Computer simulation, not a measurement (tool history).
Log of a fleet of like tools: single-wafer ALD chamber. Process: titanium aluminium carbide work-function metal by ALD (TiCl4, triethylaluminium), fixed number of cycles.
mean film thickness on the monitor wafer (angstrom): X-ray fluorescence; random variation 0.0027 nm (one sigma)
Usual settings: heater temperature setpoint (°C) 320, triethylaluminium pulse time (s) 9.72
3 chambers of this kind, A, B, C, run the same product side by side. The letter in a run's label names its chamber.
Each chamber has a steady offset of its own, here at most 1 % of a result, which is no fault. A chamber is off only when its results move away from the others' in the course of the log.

run    day  heater temperature setpoint (°C)  triethylaluminium pulse time (s)  hours since the last thermocouple change  hours since the last triethylaluminium bottle change  read-back reference wafer on the same gauge, thickness_nm  mean film thickness on the monitor wafer (angstrom)
 1B  0.475                               320                              9.72                                     225.5                                                 781.3                                                     2.3502                                               21.662
 2C  0.921                               320                              9.72                                     842.5                                                 338.9                                                     2.3509                                               21.498
 3A  1.188                               320                              9.72                                       611                                                 527.1                                                     2.3513                                               21.726
 4B  1.683                               320                              9.72                                     254.5                                                 810.3                                                     2.3533                                               21.665
 5C  1.958                               314                             13.27                                     867.4                                                 363.8                                                     2.3532                                               21.522
 6A  2.254                               314                             13.27                                     636.6                                                 552.7                                                     2.3532                                               21.776
 7C  2.654                               314                             13.27                                     884.1                                                 380.5                                                     2.3542                                               21.583
 8A  2.967                               320                              9.72                                     653.7                                                 569.8                                                     2.3547                                               21.781
 9B  3.275                               320                              9.72                                     292.7                                                 848.5                                                     2.3548                                               21.677
10B  3.583                               320                              9.72                                     300.1                                                 855.9                                                     2.3553                                                21.66
11C  4.017                               320                              9.72                                     916.8                                                 413.2                                                     2.3563                                               21.514
12A  4.392                               320                              9.72                                     687.9                                                   604                                                     2.3565                                               21.829
13C    4.7                               320                              9.72                                     933.2                                                 429.6                                                     2.3569                                               21.527
14B  5.229                               320                              9.72                                     339.6                                                 895.4                                                     2.3578                                               21.747
15A  5.608                               320                              9.72                                     717.1                                                 633.2                                                     2.3582                                               21.758
16C  6.067                               325                             13.06                                       966                                                 462.4                                                     2.3595                                               22.536
17A  6.467                               325                             13.06                                     737.7                                                 653.8                                                     2.3597                                               22.812
18B  6.829                               325                             13.06                                       378                                                 933.8                                                     2.3597                                               22.759
19C  7.242                               320                              9.72                                     994.2                                                 490.6                                                     2.3602                                               21.596
20B  7.517                               320                              9.72                                     394.5                                                 950.3                                                     2.3614                                               21.719
21A  7.917                               320                              9.72                                     772.5                                                 688.6                                                     2.3615                                               21.845

Next, every chamber runs the same settings. What will each give?
22A  8.296                               334                              9.72                                                                                                                                                                                                               ?
22B  8.296                               334                              9.72                                                                                                                                                                                                               ?
22C  8.296                               334                              9.72                                                                                                                                                                                                               ?

run  mean film thickness on the monitor wafer (angstrom)
22A                                               23.071
22B                                               22.982
22C                                               22.818
